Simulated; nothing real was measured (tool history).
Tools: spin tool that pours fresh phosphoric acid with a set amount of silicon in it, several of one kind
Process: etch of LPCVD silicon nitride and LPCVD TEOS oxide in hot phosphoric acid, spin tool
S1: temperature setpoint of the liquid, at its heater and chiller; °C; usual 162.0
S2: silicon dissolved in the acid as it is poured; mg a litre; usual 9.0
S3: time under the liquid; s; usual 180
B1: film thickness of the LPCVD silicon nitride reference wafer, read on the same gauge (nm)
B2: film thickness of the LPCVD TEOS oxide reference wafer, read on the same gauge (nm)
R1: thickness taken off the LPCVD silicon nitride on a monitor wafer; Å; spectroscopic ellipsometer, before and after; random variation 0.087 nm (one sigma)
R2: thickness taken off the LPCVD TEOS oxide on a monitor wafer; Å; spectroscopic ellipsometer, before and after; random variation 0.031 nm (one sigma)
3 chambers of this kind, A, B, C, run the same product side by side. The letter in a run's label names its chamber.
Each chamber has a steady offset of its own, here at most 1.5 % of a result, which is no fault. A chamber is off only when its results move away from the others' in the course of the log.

run,day,S1,S2,S3,B1,B2,R1,R2
1A,0.512,162.0,9.0,180,30.000,69.994,180.50,8.3871
2C,1.054,162.0,9.0,180,30.007,69.995,180.25,8.2182
3B,1.638,162.0,9.0,180,29.991,70.008,179.63,7.9183
4A,2.217,162.0,9.0,180,29.994,69.987,182.14,8.2926
5C,2.633,164.5,9.0,180,29.983,69.969,193.90,9.3884
6B,3.188,164.5,9.0,180,30.001,69.997,192.78,10.5300
7B,3.783,164.5,9.0,180,29.998,69.989,194.19,9.9193
8C,4.133,162.0,9.0,180,30.002,70.014,178.72,8.2650
9A,4.625,162.0,9.0,180,29.992,70.008,180.79,8.2413
10A,4.971,162.0,9.0,180,29.991,70.005,179.66,7.9711
11B,5.442,162.0,9.0,180,29.989,70.007,178.97,8.3675
12C,5.812,162.0,9.0,180,30.016,70.006,178.52,8.0907
13A,6.392,162.0,9.0,180,29.989,69.985,179.98,8.2044
14C,6.738,162.0,9.0,180,29.990,70.008,178.04,8.1625
15B,7.362,162.0,9.0,180,30.001,70.009,177.41,8.6332
16A,7.992,162.0,9.0,180,29.978,69.999,181.02,8.6604
17C,8.296,162.0,9.0,180,29.995,70.013,179.49,8.1130
18B,8.717,162.0,9.0,180,29.984,69.996,181.40,8.7112
19C,9.029,162.0,9.0,180,30.005,70.002,178.97,7.8199
20A,9.317,162.0,9.0,180,30.013,69.989,181.11,8.1638
21B,9.633,162.0,9.0,180,30.009,69.996,181.13,9.0823
22C,9.925,162.0,9.0,180,30.002,70.010,178.65,8.1219
23B,10.546,162.0,9.0,180,29.993,69.983,183.46,8.5520
24A,10.988,162.0,9.0,180,30.012,69.993,180.65,7.7633
25C,11.512,162.0,9.0,180,30.009,70.007,178.94,8.4869
26A,11.796,162.0,9.0,180,30.002,70.003,181.00,8.4920
27B,12.117,162.0,9.0,180,30.011,70.004,185.74,8.8204
28C,12.458,162.0,9.0,180,29.998,69.991,178.60,8.2429
29A,12.958,162.0,9.0,180,30.008,70.004,179.86,8.2564
30B,13.408,162.0,9.0,180,29.982,69.994,187.04,9.3589
31C,13.854,164.5,14.5,180,29.997,70.035,193.63,8.5305
32B,14.233,164.5,14.5,180,29.996,69.988,204.92,9.9065
33A,14.504,164.5,14.5,180,30.007,70.028,195.37,8.7898
34C,14.971,162.0,9.0,225,30.018,69.978,224.90,10.3930

All 3 chambers run these settings next. Forecast each chamber's results:
35A,15.421,159.5,9.0,180,,,?,?
35B,15.421,159.5,9.0,180,,,?,?
35C,15.421,159.5,9.0,180,,,?,?

run,R1,R2
35A,164.39,6.7469
35B,172.93,7.2834
35C,165.94,6.6402
